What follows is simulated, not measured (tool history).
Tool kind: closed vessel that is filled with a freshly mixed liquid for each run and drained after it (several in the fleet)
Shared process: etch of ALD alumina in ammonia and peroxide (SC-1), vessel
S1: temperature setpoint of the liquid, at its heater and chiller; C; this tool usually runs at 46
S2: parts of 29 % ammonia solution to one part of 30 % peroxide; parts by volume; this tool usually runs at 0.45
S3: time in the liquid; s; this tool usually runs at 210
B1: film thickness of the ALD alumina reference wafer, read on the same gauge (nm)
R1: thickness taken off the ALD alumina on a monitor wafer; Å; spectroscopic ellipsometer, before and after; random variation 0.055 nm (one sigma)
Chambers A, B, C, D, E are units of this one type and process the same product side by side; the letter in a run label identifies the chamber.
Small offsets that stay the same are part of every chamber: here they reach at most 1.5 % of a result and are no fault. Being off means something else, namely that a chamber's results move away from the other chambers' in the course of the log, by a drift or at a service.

run   hour    S1    S2   S3      B1      R1
       6.3  -- chamber D: new drum of ammonia solution connected
 1A    7.7    46  0.45  210  60.032  93.094
 2C   15.2    46  0.45  210  59.975  92.087
      20.4  -- chamber C: ammonia flow meter replaced
 3D   28.6    46  0.45  210   60.03  92.943
 4E   38.8    46  0.45  210  60.021  92.701
 5B     46    46  0.45  210  59.996  92.952
 6A     59    46  0.45  210  60.055  92.169
 7D   66.7    46  0.45  210  59.981  92.885
 8E     79    46  0.45  210  60.015    92.1
 9C   92.7    46  0.35  210  60.004  89.043
10B  103.5    46  0.35  210  60.035   90.65
11C  110.6    46  0.35  210  59.957  89.338
12B  119.2    46  0.35  210  59.992   91.31
13D  128.4    46  0.35  210  59.983  90.108
14A  140.2    46  0.45  210  60.001  92.449
15E  152.1    46  0.45  210  59.985  91.689
16A  161.3  40.5  0.45  210  60.077  67.505
17E  173.7  40.5  0.45  210  59.992  67.429
18D  184.5  40.5  0.45  210  59.972  67.278
     187.2  -- chamber E: new drum of ammonia solution connected
19B  194.8  40.5  0.45  210  60.029  67.259
     204.8  -- chamber E: thermometer replaced
20C  208.9  40.5  0.45  210  60.003  66.702
     213.9  -- chamber A: ammonia flow meter replaced
21E  221.6    46  0.45  210  59.991  91.602
22A  231.9    46  0.45  210  60.007  95.757
23B  241.9    46  0.45  270   59.99  119.22
24C    254    46  0.45  270   59.99  117.68
25D  261.9    46  0.45  270  60.025  118.11
26C  272.8    46  0.45  270  59.981  118.18
     281.8  -- chamber D: new drum of ammonia solution connected
27D  285.4    46  0.45  270  59.983  118.71
28B  295.1    46  0.45  255  59.979  112.24
29E  304.7    46  0.45  255  59.974  111.21
30A  312.6    46  0.45  255  59.993  119.13
31E    324    46  0.45  255  59.976  111.93
32B  331.1    46  0.45  255  59.963  112.67

Is one chamber out of step, is the gauge drifting, or do the chambers differ by no more than their own small offsets? For an off chamber, give its letter and the likeliest cause.

One chamber, A, drifts off from the rest bit by bit.
Cause: liquid hotter than its thermometer reads (K) = 1.23.

Which of the 4 candidates below, each the usual settings with something changed and its results left as question marks, puts chamber A back in line with what the other chambers give on the usual settings?
In-line tolerance around the mean of the other chambers on the usual settings: R1 1.9 Å
33A-1  341.3    46  0.45  205       ?
33A-2  341.3  45.5  0.45  200       ?
33A-3  341.3  46.5  0.45  220       ?
33A-4  341.3    46   0.6  210       ?

Average result of the remaining chambers running the usual settings: R1 92.135 Å
  run      R1
33A-1  96.354
33A-2  91.453
33A-3  106.34
33A-4   101.4
33A-2 is the one that brings the chamber's results back in line with the other chambers.

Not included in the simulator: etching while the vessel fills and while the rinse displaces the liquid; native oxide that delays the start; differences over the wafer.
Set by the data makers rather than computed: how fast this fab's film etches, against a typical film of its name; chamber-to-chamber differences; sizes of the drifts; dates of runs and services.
